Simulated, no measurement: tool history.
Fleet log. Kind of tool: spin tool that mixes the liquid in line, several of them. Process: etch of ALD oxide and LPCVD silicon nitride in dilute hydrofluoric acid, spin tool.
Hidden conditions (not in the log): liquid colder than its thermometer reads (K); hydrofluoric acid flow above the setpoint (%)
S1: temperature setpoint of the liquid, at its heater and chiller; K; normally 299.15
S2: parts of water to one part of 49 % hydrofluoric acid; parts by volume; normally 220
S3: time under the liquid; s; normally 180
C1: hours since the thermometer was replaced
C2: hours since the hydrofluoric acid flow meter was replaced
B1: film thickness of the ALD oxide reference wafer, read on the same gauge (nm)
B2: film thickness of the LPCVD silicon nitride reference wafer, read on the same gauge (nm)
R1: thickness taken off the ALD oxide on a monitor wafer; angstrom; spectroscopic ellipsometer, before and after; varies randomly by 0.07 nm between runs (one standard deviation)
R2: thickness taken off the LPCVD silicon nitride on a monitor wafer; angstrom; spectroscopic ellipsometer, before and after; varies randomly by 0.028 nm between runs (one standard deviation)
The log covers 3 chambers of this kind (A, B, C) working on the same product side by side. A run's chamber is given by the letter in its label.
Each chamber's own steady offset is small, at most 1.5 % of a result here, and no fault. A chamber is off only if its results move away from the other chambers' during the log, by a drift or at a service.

Run 1C, hour 14.0: usual settings; C1 886.1; C2 381.5; B1 40.006; B2 80.034. Result: R1 135.100 angstrom, R2 3.7861 angstrom.
Run 2A, hour 27.6: usual settings; C1 294.3; C2 793.7; B1 39.979; B2 80.007. Result: R1 132.150 angstrom, R2 4.0198 angstrom.
Run 3B, hour 42.2: usual settings; C1 417.0; C2 485.7; B1 39.972; B2 79.955. Result: R1 131.380 angstrom, R2 3.9028 angstrom.
Run 4B, hour 51.7: usual settings; C1 426.5; C2 495.2; B1 39.991; B2 79.935. Result: R1 132.640 angstrom, R2 4.1867 angstrom.
At hour 57.1: chamber B: hydrofluoric acid flow meter replaced.
Run 5A, hour 65.7: usual settings; C1 332.4; C2 831.8; B1 40.010; B2 79.994. Result: R1 131.170 angstrom, R2 4.3570 angstrom.
Run 6C, hour 79.0: usual settings but S2 150 parts by volume; C1 951.1; C2 446.5; B1 39.999; B2 80.050. Result: R1 211.430 angstrom, R2 5.4901 angstrom.
Run 7B, hour 88.2: usual settings but S2 150 parts by volume; C1 463.0; C2 31.2; B1 39.995; B2 80.018. Result: R1 212.560 angstrom, R2 5.9501 angstrom.
Run 8A, hour 103.6: usual settings but S2 150 parts by volume; C1 370.3; C2 869.7; B1 39.988; B2 80.002. Result: R1 210.000 angstrom, R2 6.0027 angstrom.
Run 9C, hour 113.7: usual settings; C1 985.8; C2 481.2; B1 40.049; B2 79.976. Result: R1 133.380 angstrom, R2 3.9248 angstrom.
Run 10A, hour 127.0: usual settings; C1 393.7; C2 893.1; B1 40.026; B2 79.995. Result: R1 131.420 angstrom, R2 3.9431 angstrom.
Run 11B, hour 139.7: usual settings; C1 514.5; C2 82.7; B1 40.004; B2 80.044. Result: R1 131.640 angstrom, R2 4.2643 angstrom.
At hour 145.5: chamber C: thermometer replaced.
Run 12C, hour 149.3: usual settings; C1 3.9; C2 516.8; B1 40.002; B2 79.972. Result: R1 134.380 angstrom, R2 4.5537 angstrom.
Run 13B, hour 160.1: usual settings; C1 534.9; C2 103.1; B1 39.996; B2 79.962. Result: R1 132.730 angstrom, R2 4.1200 angstrom.
Run 14C, hour 175.1: usual settings; C1 29.7; C2 542.6; B1 39.962; B2 80.005. Result: R1 134.570 angstrom, R2 4.1354 angstrom.
Run 15A, hour 189.6: usual settings; C1 456.3; C2 955.7; B1 39.983; B2 79.990. Result: R1 132.160 angstrom, R2 3.8961 angstrom.
Run 16C, hour 198.5: usual settings; C1 53.1; C2 566.0; B1 39.987; B2 79.978. Result: R1 134.650 angstrom, R2 3.5101 angstrom.
Run 17B, hour 210.9: usual settings but S2 300 parts by volume, S3 110 s; C1 585.7; C2 153.9; B1 40.005; B2 79.999. Result: R1 54.336 angstrom, R2 1.7978 angstrom.
Run 18A, hour 222.8: usual settings but S2 300 parts by volume, S3 110 s; C1 489.5; C2 988.9; B1 39.993; B2 80.008. Result: R1 54.000 angstrom, R2 1.9763 angstrom.
Run 19C, hour 236.6: usual settings but S2 300 parts by volume, S3 110 s; C1 91.2; C2 604.1; B1 40.023; B2 80.038. Result: R1 55.164 angstrom, R2 1.8470 angstrom.
Run 20B, hour 246.3: usual settings; C1 621.1; C2 189.3; B1 40.001; B2 79.970. Result: R1 133.320 angstrom, R2 3.9323 angstrom.
Run 21A, hour 261.3: usual settings but S1 302.65 K, S3 80 s; C1 528.0; C2 1027.4; B1 40.019; B2 80.011. Result: R1 65.682 angstrom, R2 2.2339 angstrom.
Run 22A, hour 277.2: usual settings but S1 302.65 K, S3 80 s; C1 543.9; C2 1043.3; B1 40.041; B2 79.956. Result: R1 66.560 angstrom, R2 2.2825 angstrom.
Run 23C, hour 291.7: usual settings but S1 302.65 K, S3 80 s; C1 146.3; C2 659.2; B1 39.999; B2 79.986. Result: R1 66.872 angstrom, R2 2.0660 angstrom.
Run 24B, hour 300.7: usual settings; C1 675.5; C2 243.7; B1 39.984; B2 80.001. Result: R1 133.280 angstrom, R2 4.1126 angstrom.
Run 25C, hour 310.9: usual settings; C1 165.5; C2 678.4; B1 40.009; B2 80.005. Result: R1 134.690 angstrom, R2 3.4131 angstrom.
At hour 317.1: chamber A: thermometer replaced.
Run 26B, hour 319.9: usual settings; C1 694.7; C2 262.9; B1 39.990; B2 80.025. Result: R1 131.990 angstrom, R2 4.0446 angstrom.
Run 27A, hour 331.7: usual settings; C1 14.7; C2 1097.8; B1 40.033; B2 79.977. Result: R1 133.140 angstrom, R2 4.3481 angstrom.
Run 28B, hour 339.4: usual settings; C1 714.2; C2 282.4; B1 39.990; B2 79.955. Result: R1 132.960 angstrom, R2 4.1381 angstrom.
Run 29C, hour 347.3: usual settings but S2 255 parts by volume; C1 201.9; C2 714.8; B1 39.981; B2 80.025. Result: R1 111.570 angstrom, R2 3.8545 angstrom.
Run 30A, hour 362.2: usual settings but S2 255 parts by volume; C1 45.2; C2 1128.3; B1 39.964; B2 79.978. Result: R1 109.820 angstrom, R2 3.4903 angstrom.
Run 31C, hour 377.3: usual settings but S2 255 parts by volume; C1 231.9; C2 744.8; B1 40.002; B2 79.993. Result: R1 111.180 angstrom, R2 3.6911 angstrom.
Run 32B, hour 388.4: usual settings; C1 763.2; C2 331.4; B1 39.984; B2 79.987. Result: R1 132.820 angstrom, R2 4.6305 angstrom.
Run 33A, hour 400.7: usual settings; C1 83.7; C2 1166.8; B1 40.000; B2 79.961. Result: R1 130.770 angstrom, R2 4.1307 angstrom.
Run 34A, hour 415.6: usual settings; C1 98.6; C2 1181.7; B1 40.002; B2 80.020. Result: R1 132.010 angstrom, R2 3.8032 angstrom.
Run 35C, hour 423.1: usual settings; C1 277.7; C2 790.6; B1 39.968; B2 80.024. Result: R1 134.410 angstrom, R2 4.1631 angstrom.
Run 36B, hour 434.7: usual settings but S3 225 s; C1 809.5; C2 377.7; B1 39.997; B2 80.000. Result: R1 164.760 angstrom, R2 4.9055 angstrom.
Run 37B, hour 443.9: usual settings but S3 225 s; C1 818.7; C2 386.9; B1 40.000; B2 79.970. Result: R1 166.380 angstrom, R2 5.3253 angstrom.
Run 38A, hour 454.4: usual settings but S3 225 s; C1 137.4; C2 1220.5; B1 40.024; B2 80.003. Result: R1 163.330 angstrom, R2 5.1114 angstrom.
Run 39C, hour 463.2: usual settings but S3 250 s; C1 317.8; C2 830.7; B1 40.001; B2 80.008. Result: R1 187.410 angstrom, R2 5.4804 angstrom.

Is one chamber off against the others, does the gauge drift, or is nothing wrong? If a chamber is off, say which, and what the likeliest cause is.

Beyond each chamber's small constant offset nothing stands out, and the gauge stays steady.

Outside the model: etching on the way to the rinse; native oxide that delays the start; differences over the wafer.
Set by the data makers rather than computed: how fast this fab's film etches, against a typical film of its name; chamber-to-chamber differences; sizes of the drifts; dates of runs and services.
